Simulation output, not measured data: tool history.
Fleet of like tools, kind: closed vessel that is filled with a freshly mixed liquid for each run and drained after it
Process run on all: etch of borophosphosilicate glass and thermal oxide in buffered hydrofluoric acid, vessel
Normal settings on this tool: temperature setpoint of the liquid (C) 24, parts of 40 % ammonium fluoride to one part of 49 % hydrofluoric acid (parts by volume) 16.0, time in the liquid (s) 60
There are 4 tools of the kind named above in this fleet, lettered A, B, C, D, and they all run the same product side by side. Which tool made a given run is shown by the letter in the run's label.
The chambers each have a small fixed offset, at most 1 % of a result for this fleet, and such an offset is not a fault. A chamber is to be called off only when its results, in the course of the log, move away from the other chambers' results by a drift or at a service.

run,day,temperature setpoint of the liquid (C),parts of 40 % ammonium fluoride to one part of 49 % hydrofluoric acid (parts by volume),time in the liquid (s),hours since the thermometer was replaced,hours since the hydrofluoric acid flow meter was replaced,"read-back film thickness of the borophosphosilicate glass reference wafer, read on the same gauge (nm)","read-back film thickness of the thermal oxide reference wafer, read on the same gauge (nm)",thickness taken off the borophosphosilicate glass on a monitor wafer (nm),thickness taken off the thermal oxide on a monitor wafer (nm)
1C,0.650,24,16.0,60,502.3,317.0,79.988,129.99,53.378,42.986
2A,1.004,24,16.0,60,217.5,1906.3,80.002,130.05,52.793,42.820
# day 1.038: chamber C: thermometer replaced
3D,1.362,24,16.0,60,2057.4,705.1,79.993,130.00,53.003,43.086
4B,1.962,24,16.0,60,459.9,922.6,80.056,129.99,52.523,42.747
5D,2.325,24,16.0,60,2080.5,728.2,79.967,129.99,52.492,43.392
6A,2.967,24,16.0,60,264.6,1953.4,80.011,130.03,53.043,42.739
7B,3.346,24,16.0,60,493.1,955.8,79.998,130.00,52.324,42.710
8C,3.642,24,16.0,60,62.5,388.8,79.981,129.99,52.565,43.261
9B,3.979,24,16.0,60,508.3,971.0,79.986,130.03,52.660,42.954
10A,4.579,24,16.0,60,303.3,1992.1,79.977,130.02,53.109,42.828
11C,5.058,24,16.0,60,96.5,422.8,79.996,129.99,53.362,43.056
12D,5.467,24,16.0,60,2155.9,803.6,79.968,129.99,52.734,43.209
13D,5.900,24,16.0,80,2166.3,814.0,79.998,130.00,70.353,57.728
14C,6.542,24,16.0,80,132.1,458.4,79.946,130.01,70.485,57.669
15A,7.133,24,16.0,80,364.6,2053.4,79.941,130.00,70.480,57.389
16B,7.588,24,16.0,80,594.9,1057.6,80.019,130.01,70.703,56.861
17B,7.971,24,16.0,60,604.1,1066.8,79.996,130.02,52.382,43.046
18D,8.525,24,16.0,60,2229.3,877.0,79.963,130.00,53.092,43.238
19C,8.904,24,16.0,60,188.8,515.1,80.011,130.01,52.401,43.288
20A,9.321,24,16.0,60,417.1,2105.9,79.998,130.03,52.771,42.753
# day 9.446: chamber D: hydrofluoric acid flow meter replaced
21A,9.779,24,11.5,70,428.1,2116.9,79.992,130.01,85.296,69.018
22C,10.417,24,11.5,70,225.1,551.4,80.022,130.00,84.442,69.088
23D,10.850,24,11.5,70,2285.1,33.8,80.029,129.99,84.283,69.440
24B,11.462,24,11.5,70,687.9,1150.6,79.971,130.02,84.928,69.310
25A,12.088,24,16.0,60,483.5,2172.3,79.991,129.99,53.515,42.669
26D,12.671,24,16.0,60,2328.8,77.5,79.997,130.00,52.988,43.162
27B,13.108,24,21.0,40,727.4,1190.1,80.008,130.00,26.925,22.071
28C,13.471,24,21.0,40,298.4,624.7,79.972,130.00,27.174,22.414
29B,13.783,24,21.0,40,743.6,1206.3,79.992,130.00,27.066,22.105

What goes on in this fleet: one chamber off, a drifting gauge, or nothing beyond the chambers' own small offsets? Name the chamber and the cause, if any.

Neither any chamber nor the gauge drifts; the chambers differ only by their own small, steady offsets.

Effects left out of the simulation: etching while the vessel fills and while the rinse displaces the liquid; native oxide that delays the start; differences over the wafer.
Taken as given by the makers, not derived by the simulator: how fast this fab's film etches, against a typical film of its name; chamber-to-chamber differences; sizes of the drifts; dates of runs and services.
